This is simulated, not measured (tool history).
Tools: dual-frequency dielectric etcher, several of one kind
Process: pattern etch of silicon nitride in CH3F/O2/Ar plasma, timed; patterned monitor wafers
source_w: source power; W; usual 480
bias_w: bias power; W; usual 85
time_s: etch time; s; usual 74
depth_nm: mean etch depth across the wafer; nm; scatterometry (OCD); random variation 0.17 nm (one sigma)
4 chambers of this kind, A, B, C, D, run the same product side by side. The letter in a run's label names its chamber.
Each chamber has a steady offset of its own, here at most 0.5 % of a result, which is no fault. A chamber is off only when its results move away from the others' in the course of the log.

| run | day | source_w | bias_w | time_s | read-back reference wafer on the same gauge, depth_nm | depth_nm |
|---|---|---|---|---|---|---|
| 1D | 0.458 | 480 | 85 | 74 | 64.304 | 58.688 |
| 2A | 0.962 | 480 | 85 | 74 | 64.314 | 59.217 |
| 3B | 1.429 | 480 | 85 | 74 | 64.292 | 59.167 |
| 4C | 1.871 | 480 | 85 | 74 | 64.302 | 59.386 |
| 5D | 2.275 | 480 | 85 | 74 | 64.29 | 58.396 |
| 6B | 2.733 | 480 | 85 | 74 | 64.29 | 58.957 |
| 7A | 3.067 | 590 | 70 | 74 | 64.308 | 59.774 |
| 8C | 3.662 | 590 | 70 | 74 | 64.299 | 59.846 |
| 9D | 4.042 | 590 | 70 | 74 | 64.319 | 59.602 |
| 10B | 4.675 | 590 | 70 | 74 | 64.31 | 59.422 |
| 11A | 5.171 | 480 | 85 | 74 | 64.288 | 58.784 |
| 12C | 5.471 | 480 | 85 | 74 | 64.306 | 58.988 |
| 13C | 5.917 | 480 | 85 | 74 | 64.248 | 58.886 |
| 14B | 6.25 | 480 | 85 | 74 | 64.274 | 59.02 |
| 15A | 6.662 | 480 | 85 | 74 | 64.327 | 58.796 |
| 16D | 7.288 | 480 | 94 | 90 | 64.273 | 73.571 |
| 17C | 7.775 | 480 | 94 | 90 | 64.335 | 74.73 |
| 18D | 8.367 | 480 | 94 | 90 | 64.332 | 73.967 |
|  | 8.862 | chamber B: bias power generator calibrated |
| 19B | 8.946 | 480 | 94 | 90 | 64.289 | 74.365 |
|  | 9.171 | chamber C: wet clean of the chamber |
| 20A | 9.346 | 480 | 85 | 74 | 64.292 | 58.695 |
| 21C | 9.95 | 480 | 85 | 74 | 64.291 | 59.232 |
| 22A | 10.242 | 480 | 85 | 74 | 64.283 | 58.721 |
| 23D | 10.675 | 480 | 85 | 74 | 64.299 | 58.464 |
| 24B | 11.279 | 480 | 85 | 74 | 64.296 | 59.083 |
| 25D | 11.658 | 480 | 85 | 74 | 64.3 | 58.969 |
| 26A | 12.158 | 480 | 85 | 74 | 64.255 | 58.864 |
| 27B | 12.438 | 440 | 85 | 61 | 64.326 | 47.058 |
| 28C | 12.788 | 440 | 85 | 61 | 64.297 | 47.249 |
| 29A | 13.283 | 440 | 85 | 61 | 64.262 | 47.111 |
| 30C | 13.896 | 440 | 85 | 61 | 64.347 | 47.285 |

What goes on in this fleet: one chamber off, a drifting gauge, or nothing beyond the chambers' own small offsets? Name the chamber and the cause, if any.

No chamber stands off beyond its own small offset, and the gauge holds steady.
